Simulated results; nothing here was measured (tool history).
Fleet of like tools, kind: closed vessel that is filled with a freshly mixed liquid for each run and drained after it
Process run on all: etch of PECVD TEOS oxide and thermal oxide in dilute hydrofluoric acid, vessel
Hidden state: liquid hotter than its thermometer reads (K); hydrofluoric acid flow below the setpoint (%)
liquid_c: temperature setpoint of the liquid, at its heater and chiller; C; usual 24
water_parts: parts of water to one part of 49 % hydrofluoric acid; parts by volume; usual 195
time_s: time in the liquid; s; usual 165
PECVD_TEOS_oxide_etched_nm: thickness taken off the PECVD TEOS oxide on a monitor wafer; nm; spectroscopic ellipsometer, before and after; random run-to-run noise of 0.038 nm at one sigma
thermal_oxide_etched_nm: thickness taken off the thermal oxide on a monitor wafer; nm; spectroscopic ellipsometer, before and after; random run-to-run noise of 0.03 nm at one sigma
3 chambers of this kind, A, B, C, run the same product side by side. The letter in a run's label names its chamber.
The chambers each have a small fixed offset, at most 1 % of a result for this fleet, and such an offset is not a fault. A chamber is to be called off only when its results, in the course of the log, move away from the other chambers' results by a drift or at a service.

| run | hour | liquid_c | water_parts | time_s | hours since the thermometer was replaced | hours since the hydrofluoric acid flow meter was replaced | read-back film thickness of the PECVD TEOS oxide reference wafer, read on the same gauge (nm) | read-back film thickness of the thermal oxide reference wafer, read on the same gauge (nm) | PECVD_TEOS_oxide_etched_nm | thermal_oxide_etched_nm |
|---|---|---|---|---|---|---|---|---|---|---|
| 1A | 7.8 | 24 | 195 | 165 | 1541.1 | 1789.7 | 140.03 | 119.99 | 8.2832 | 3.5073 |
| 2B | 15.2 | 24 | 195 | 165 | 1882.8 | 392.5 | 139.97 | 120.01 | 8.4332 | 3.5346 |
| 3C | 28.4 | 24 | 195 | 165 | 500 | 592.7 | 140.04 | 120 | 8.3092 | 3.4942 |
| 4C | 35 | 24 | 195 | 165 | 506.6 | 599.3 | 140.02 | 119.98 | 8.2438 | 3.5142 |
|  | 38.9 | chamber C: thermometer replaced |
| 5B | 43.5 | 24 | 195 | 165 | 1911.1 | 420.8 | 139.95 | 119.97 | 8.4637 | 3.5598 |
| 6A | 55.7 | 24 | 195 | 165 | 1589 | 1837.6 | 139.99 | 119.98 | 8.3083 | 3.5021 |
| 7B | 65.8 | 24 | 195 | 165 | 1933.4 | 443.1 | 139.98 | 120.01 | 8.3765 | 3.5627 |
| 8C | 78.3 | 24 | 195 | 165 | 39.5 | 642.6 | 139.97 | 120 | 8.3625 | 3.4849 |
| 9A | 89.8 | 24 | 195 | 165 | 1623.1 | 1871.7 | 140.05 | 120 | 8.3625 | 3.5263 |
| 10A | 102.1 | 24 | 195 | 165 | 1635.4 | 1884 | 139.97 | 119.99 | 8.3575 | 3.5262 |
| 11B | 116.6 | 24 | 195 | 165 | 1984.2 | 493.9 | 139.99 | 120.01 | 8.4565 | 3.5429 |
| 12C | 128.3 | 21 | 195 | 200 | 89.5 | 692.6 | 140.01 | 119.99 | 9.0263 | 3.7634 |
| 13C | 135.7 | 21 | 195 | 200 | 96.9 | 700 | 139.95 | 120 | 9.0096 | 3.7617 |
| 14A | 143.5 | 21 | 195 | 200 | 1676.8 | 1925.4 | 140.05 | 120.01 | 9.1096 | 3.8476 |
| 15B | 151.9 | 24 | 195 | 215 | 2019.5 | 529.2 | 140.05 | 120.01 | 10.885 | 4.5775 |
|  | 156.5 | chamber B: hydrofluoric acid flow meter replaced |
| 16C | 160.1 | 24 | 195 | 215 | 121.3 | 724.4 | 139.95 | 120.01 | 10.892 | 4.6121 |
|  | 170.1 | chamber C: hydrofluoric acid flow meter replaced |
| 17A | 173.4 | 24 | 195 | 215 | 1706.7 | 1955.3 | 139.99 | 120.01 | 10.934 | 4.5843 |
| 18B | 180 | 24 | 195 | 165 | 2047.6 | 23.5 | 139.97 | 120 | 8.4109 | 3.5232 |
| 19C | 192.4 | 24 | 195 | 165 | 153.6 | 22.3 | 140.02 | 120 | 8.3866 | 3.5125 |
| 20B | 205.4 | 24 | 195 | 165 | 2073 | 48.9 | 139.99 | 120 | 8.3933 | 3.5863 |
| 21A | 218.9 | 24 | 195 | 165 | 1752.2 | 2000.8 | 139.98 | 119.99 | 8.2814 | 3.4923 |
| 22A | 228.2 | 24 | 195 | 165 | 1761.5 | 2010.1 | 140.01 | 120 | 8.4297 | 3.5353 |
| 23B | 236.1 | 24 | 195 | 165 | 2103.7 | 79.6 | 139.98 | 120 | 8.4096 | 3.5308 |
| 24C | 250.1 | 24 | 195 | 165 | 211.3 | 80 | 139.93 | 120.01 | 8.3101 | 3.5016 |
| 25C | 257.1 | 21 | 195 | 110 | 218.3 | 87 | 140.04 | 119.98 | 4.9685 | 2.0816 |
| 26B | 265.1 | 21 | 195 | 110 | 2132.7 | 108.6 | 139.97 | 120 | 4.9759 | 2.1105 |
| 27A | 272.2 | 21 | 195 | 110 | 1805.5 | 2054.1 | 140.01 | 120 | 4.9649 | 2.0601 |

Each of the 3 chambers runs these same settings next. Fill in every chamber's results:
| 28A | 282.8 | 24 | 195 | 250 |  |  |  |  | ? | ? |
| 28B | 282.8 | 24 | 195 | 250 |  |  |  |  | ? | ? |
| 28C | 282.8 | 24 | 195 | 250 |  |  |  |  | ? | ? |

| run | PECVD_TEOS_oxide_etched_nm | thermal_oxide_etched_nm |
|---|---|---|
| 28A | 12.749 | 5.2713 |
| 28B | 12.697 | 5.398 |
| 28C | 12.66 | 5.3145 |
